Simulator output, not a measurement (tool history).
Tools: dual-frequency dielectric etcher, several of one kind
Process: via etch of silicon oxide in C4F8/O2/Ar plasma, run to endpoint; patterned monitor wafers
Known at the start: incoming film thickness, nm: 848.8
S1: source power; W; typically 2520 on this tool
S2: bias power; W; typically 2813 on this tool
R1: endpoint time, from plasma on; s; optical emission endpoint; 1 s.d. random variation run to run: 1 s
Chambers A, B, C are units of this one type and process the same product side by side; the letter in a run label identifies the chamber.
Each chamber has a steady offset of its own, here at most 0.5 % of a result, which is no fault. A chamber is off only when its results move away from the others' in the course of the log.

run,hour,S1,S2,R1
1A,13.8,2520,2813,136.60
2C,28.5,2520,2813,137.56
3B,36.8,2520,2813,137.09
4B,45.5,2520,2813,137.40
5A,54.0,2520,2813,137.60
6C,66.4,2520,2813,137.11
# hour 70.5: chamber C: source power generator calibrated
7B,74.7,2520,2813,137.50
8C,89.8,3070,2503,130.17
9A,102.4,3070,2503,131.74
10B,111.8,3070,2503,132.65
# hour 119.7: chamber B: source power generator calibrated
11C,121.7,2520,2813,136.92
12A,132.9,2520,2813,139.94
13A,144.0,2520,2813,136.44
14C,153.4,2520,2813,136.43
15B,161.3,2920,3323,122.92
16B,171.0,2920,3323,122.34
17A,186.6,2920,3323,124.08
18C,195.3,2520,2813,137.20
19A,210.2,2520,2813,135.31
20B,222.7,2520,3079,134.57
# hour 230.8: chamber A: wet clean of the chamber
21C,236.0,2520,3079,135.46
22B,249.7,2520,3079,133.29
23A,257.0,2520,2813,140.39
24C,272.2,2520,2813,137.76
25A,283.8,2520,3170,133.20
26C,293.1,2520,3170,132.84
27B,307.2,2520,3170,132.71
28C,321.5,2520,2813,137.10
29B,334.1,2520,2813,137.21
# hour 344.2: chamber C: wet clean of the chamber
30A,349.4,2520,2813,137.48
31B,364.1,2520,2813,137.75
32C,379.8,2520,2813,137.31
33A,395.6,2520,2813,139.62

Does one chamber stand apart from the rest, does the shared gauge drift, or is all well apart from small per-chamber offsets? Give the chamber and the most likely cause, where there is one.

Beyond each chamber's small constant offset nothing stands out, and the gauge stays steady.
